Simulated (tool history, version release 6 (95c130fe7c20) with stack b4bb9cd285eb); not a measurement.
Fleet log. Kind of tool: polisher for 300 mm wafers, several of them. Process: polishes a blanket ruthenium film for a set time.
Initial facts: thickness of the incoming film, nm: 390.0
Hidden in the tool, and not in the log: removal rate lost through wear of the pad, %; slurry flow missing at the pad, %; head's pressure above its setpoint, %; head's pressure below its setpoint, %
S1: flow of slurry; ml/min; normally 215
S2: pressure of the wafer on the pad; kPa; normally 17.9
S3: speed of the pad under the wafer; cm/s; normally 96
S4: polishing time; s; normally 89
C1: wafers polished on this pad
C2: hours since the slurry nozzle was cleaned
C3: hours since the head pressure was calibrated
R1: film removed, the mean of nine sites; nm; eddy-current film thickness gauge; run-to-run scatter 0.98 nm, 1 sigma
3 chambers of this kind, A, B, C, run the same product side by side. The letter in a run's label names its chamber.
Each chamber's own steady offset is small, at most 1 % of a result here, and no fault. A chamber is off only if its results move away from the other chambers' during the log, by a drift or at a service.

run	hour	S1	S2	S3	S4	C1	C2	C3	R1
1A	14.1	215	17.9	96	89	1054	249.1	296.3	143.20
# hour 18.7: chamber C: worn pad replaced by a new one
2B	23.8	215	17.9	96	89	513	24.9	45.5	142.42
3C	33.8	215	17.9	96	89	90	166.8	907.8	144.68
4B	45.6	215	17.9	96	89	644	46.7	67.3	143.45
5C	58.4	215	17.9	96	89	238	191.4	932.4	143.97
# hour 68.0: chamber A: worn pad replaced by a new one
6A	72.6	215	17.9	96	89	28	307.6	354.8	145.84
7B	86.0	215	17.9	96	89	887	87.1	107.7	144.57
8A	101.1	215	17.9	96	89	199	336.1	383.3	148.21
# hour 108.5: chamber C: slurry nozzle cleaned
9C	115.0	215	17.9	96	89	578	6.6	989.0	145.32
10A	124.2	215	17.9	96	89	338	359.2	406.4	146.70
11C	133.8	215	17.9	120	69	691	25.4	1007.8	138.76
# hour 140.7: chamber C: worn pad replaced by a new one
12B	142.3	215	17.9	120	69	1225	143.4	164.0	137.73
13B	155.2	215	17.9	120	69	1303	156.3	176.9	138.01
# hour 164.3: chamber B: worn pad replaced by a new one
14A	168.3	150	17.9	96	89	603	403.3	450.5	142.02
15C	177.8	150	17.9	96	89	223	69.4	1051.8	137.89
16B	185.2	150	17.9	96	89	125	186.3	206.9	134.31
17C	197.9	215	17.9	96	89	344	89.5	1071.9	144.45
18A	209.7	215	22.8	96	72	852	444.7	491.9	155.63
19A	219.8	215	22.8	96	72	912	454.8	502.0	153.50
20B	231.8	215	22.8	96	72	405	232.9	253.5	147.84
21C	239.4	215	17.9	96	89	593	131.0	1113.4	143.78
# hour 245.7: chamber B: slurry nozzle cleaned
# hour 246.8: chamber C: worn pad replaced by a new one
22A	251.9	215	17.9	96	89	1105	486.9	534.1	149.40
23C	262.0	215	17.9	96	89	91	153.6	1136.0	144.14
24B	273.3	215	17.9	96	89	655	27.6	295.0	143.90
25A	286.2	215	17.9	96	89	1311	521.2	568.4	153.87
26B	294.5	215	17.9	96	89	782	48.8	316.2	143.75
27C	309.1	215	17.9	96	89	374	200.7	1183.1	143.35
# hour 309.6: chamber A: worn pad replaced by a new one
28B	318.4	215	17.9	96	89	926	72.7	340.1	143.65
29A	330.8	275	17.9	84	89	127	565.8	613.0	138.23
30C	342.7	275	17.9	84	89	576	234.3	1216.7	130.87
31A	355.4	275	17.9	84	89	275	590.4	637.6	137.33
32B	364.3	215	17.9	96	89	1202	118.6	386.0	143.34
# hour 365.5: chamber C: worn pad replaced by a new one
33C	374.7	215	17.9	96	89	55	266.3	1248.7	144.59

All 3 chambers run these settings next. Forecast each chamber's results:
34A	385.7	215	22.1	96	89				?
34B	385.7	215	22.1	96	89				?
34C	385.7	215	22.1	96	89				?

run	R1
34A	189.13
34B	176.66
34C	177.73
